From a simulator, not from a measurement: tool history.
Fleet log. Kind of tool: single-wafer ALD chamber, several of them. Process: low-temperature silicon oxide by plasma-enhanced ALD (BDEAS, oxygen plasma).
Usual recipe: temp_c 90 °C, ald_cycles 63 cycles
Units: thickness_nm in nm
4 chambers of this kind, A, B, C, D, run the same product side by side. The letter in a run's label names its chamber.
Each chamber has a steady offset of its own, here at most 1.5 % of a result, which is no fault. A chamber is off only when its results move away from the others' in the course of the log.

run,day,temp_c,ald_cycles,"read-back reference wafer on the same gauge, thickness_nm",thickness_nm
1B,0.458,90,63,8.1069,9.2457
2A,0.708,90,63,8.1187,9.228
3D,1.046,90,63,8.1116,9.2654
4C,1.396,90,63,8.1079,9.421
5C,1.812,90,63,8.1133,9.4172
6A,2.125,90,63,8.1084,9.2508
7B,2.379,90,63,8.1145,9.2486
8D,2.758,90,63,8.1107,9.3041
9C,2.967,83,71,8.1039,10.863
10B,3.412,83,71,8.1106,10.664
11D,3.779,83,71,8.1071,10.755
12A,4.225,83,71,8.1182,10.722
13B,4.642,90,63,8.1011,9.2746
14D,4.858,90,63,8.112,9.3952
# day 5.1: chamber D: thermocouple changed; heater temperature recalibrated
15C,5.279,90,63,8.1041,9.383
16A,5.629,99,56,8.1141,7.9152
17D,5.871,99,56,8.1088,8.014
18B,6.296,99,56,8.1087,7.917
19C,6.654,99,56,8.1088,8.0878
20A,6.962,90,63,8.1132,9.2832
21D,7.429,90,63,8.1128,9.3472
22B,7.85,90,63,8.1102,9.2218
23C,8.283,90,63,8.1076,9.3612
24A,8.5,90,63,8.114,9.2687
25D,8.767,90,63,8.1125,9.3662
26C,9.175,99,75,8.1058,10.818
27B,9.508,99,75,8.111,10.629
28A,9.771,99,75,8.1065,10.638
29D,10.112,99,75,8.1032,10.806
30A,10.454,90,63,8.112,9.2489
31C,10.858,90,63,8.1112,9.3548
32B,11.067,90,63,8.1099,9.1849
33B,11.396,90,63,8.1091,9.1711
34C,11.85,90,63,8.1112,9.4216
35A,12.275,90,63,8.1088,9.239
36D,12.529,90,63,8.1112,9.3591
37B,12.783,90,63,8.1082,9.1756
38C,13.158,90,63,8.1067,9.4304
39D,13.521,90,63,8.1153,9.3742
40A,13.871,90,63,8.1073,9.1793

What goes on in this fleet: one chamber off, a drifting gauge, or nothing beyond the chambers' own small offsets? Name the chamber and the cause, if any.

Beyond each chamber's small constant offset nothing stands out, and the gauge stays steady.

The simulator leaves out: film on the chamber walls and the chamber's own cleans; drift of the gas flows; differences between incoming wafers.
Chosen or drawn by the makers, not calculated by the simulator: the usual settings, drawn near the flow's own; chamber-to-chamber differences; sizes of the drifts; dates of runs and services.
